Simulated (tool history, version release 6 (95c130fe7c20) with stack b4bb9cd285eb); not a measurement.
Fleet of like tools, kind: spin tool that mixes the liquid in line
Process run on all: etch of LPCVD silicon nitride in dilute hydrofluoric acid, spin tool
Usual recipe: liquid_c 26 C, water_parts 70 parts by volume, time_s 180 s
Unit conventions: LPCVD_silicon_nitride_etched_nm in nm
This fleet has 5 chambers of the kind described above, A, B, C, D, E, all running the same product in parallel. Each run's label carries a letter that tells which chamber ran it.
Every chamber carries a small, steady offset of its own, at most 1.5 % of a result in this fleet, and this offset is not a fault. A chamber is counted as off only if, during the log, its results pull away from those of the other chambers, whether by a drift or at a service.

run,hour,liquid_c,water_parts,time_s,hours since the thermometer was replaced,hours since the hydrofluoric acid flow meter was replaced,"read-back film thickness of the LPCVD silicon nitride reference wafer, read on the same gauge (nm)",LPCVD_silicon_nitride_etched_nm
1C,4.7,26,70,180,979.2,121.1,140.04,1.41910
2B,12.0,26,70,180,1422.5,879.1,140.00,1.44650
3D,18.9,26,70,180,285.5,1443.9,139.97,1.50980
4E,22.7,26,70,180,682.8,218.1,140.00,1.45720
5A,26.0,26,70,180,1784.5,1290.6,140.00,1.42840
6E,30.7,26,70,180,690.8,226.1,139.99,1.41530
7A,36.5,26,70,180,1795.0,1301.1,140.01,1.41730
8D,42.1,28,100,180,308.7,1467.1,140.02,1.18350
9B,48.6,28,100,180,1459.1,915.7,140.00,1.12490
10C,52.1,28,100,180,1026.6,168.5,139.94,1.14100
11C,55.8,28,100,180,1030.3,172.2,139.96,1.16060
12B,61.7,28,100,180,1472.2,928.8,140.04,1.14070
13E,65.2,26,70,180,725.3,260.6,139.97,1.47010
14A,68.7,26,70,180,1827.2,1333.3,139.99,1.46230
15D,73.2,26,70,180,339.8,1498.2,139.97,1.43860
16D,79.9,26,70,180,346.5,1504.9,139.96,1.42870
17A,84.9,26,70,180,1843.4,1349.5,139.99,1.40350
18C,89.8,26,70,180,1064.3,206.2,139.98,1.40800
19E,93.5,26,70,180,753.6,288.9,140.01,1.43260
20B,100.2,26,70,180,1510.7,967.3,140.01,1.49020
21D,103.6,26,70,245,370.2,1528.6,140.04,1.88900
22B,110.4,26,70,245,1520.9,977.5,140.02,1.97130
23C,114.5,26,70,245,1089.0,230.9,139.95,1.94100
24A,120.1,26,70,245,1878.6,1384.7,140.03,1.89290
25E,125.7,26,70,245,785.8,321.1,139.96,1.96040
26E,128.9,26,70,180,789.0,324.3,139.99,1.40560
27D,133.2,26,70,180,399.8,1558.2,139.94,1.46650
28B,140.3,26,70,180,1550.8,1007.4,140.00,1.43400
29A,145.3,26,70,180,1903.8,1409.9,139.97,1.43380
30C,152.5,24,70,245,1127.0,268.9,140.02,1.73180
# hour 156.1: chamber A: thermometer replaced
31A,156.4,24,70,245,0.4,1421.0,140.02,1.75830
32B,161.9,24,70,245,1572.4,1029.0,139.97,1.70630
33E,168.8,24,70,245,828.9,364.2,140.01,1.71720
34C,175.7,24,70,245,1150.2,292.1,140.00,1.65680
35D,182.2,26,70,180,448.8,1607.2,139.98,1.43000
36A,186.4,26,70,180,30.4,1451.0,139.98,1.45580
37E,193.1,26,70,180,853.2,388.5,140.00,1.44380
38C,200.1,26,105,75,1174.6,316.5,139.95,0.39675
39B,205.8,26,105,75,1616.3,1072.9,139.98,0.39108
40D,212.6,26,105,75,479.2,1637.6,140.03,0.41645
41E,219.8,26,105,75,879.9,415.2,139.98,0.40702

Read the log: is a single chamber off, either drifting away or since a service, is the gauge that measures every chamber drifting, or is nothing wrong beyond small per-chamber offsets? Name any odd chamber and what most likely caused it.

Beyond each chamber's small constant offset nothing stands out, and the gauge stays steady.

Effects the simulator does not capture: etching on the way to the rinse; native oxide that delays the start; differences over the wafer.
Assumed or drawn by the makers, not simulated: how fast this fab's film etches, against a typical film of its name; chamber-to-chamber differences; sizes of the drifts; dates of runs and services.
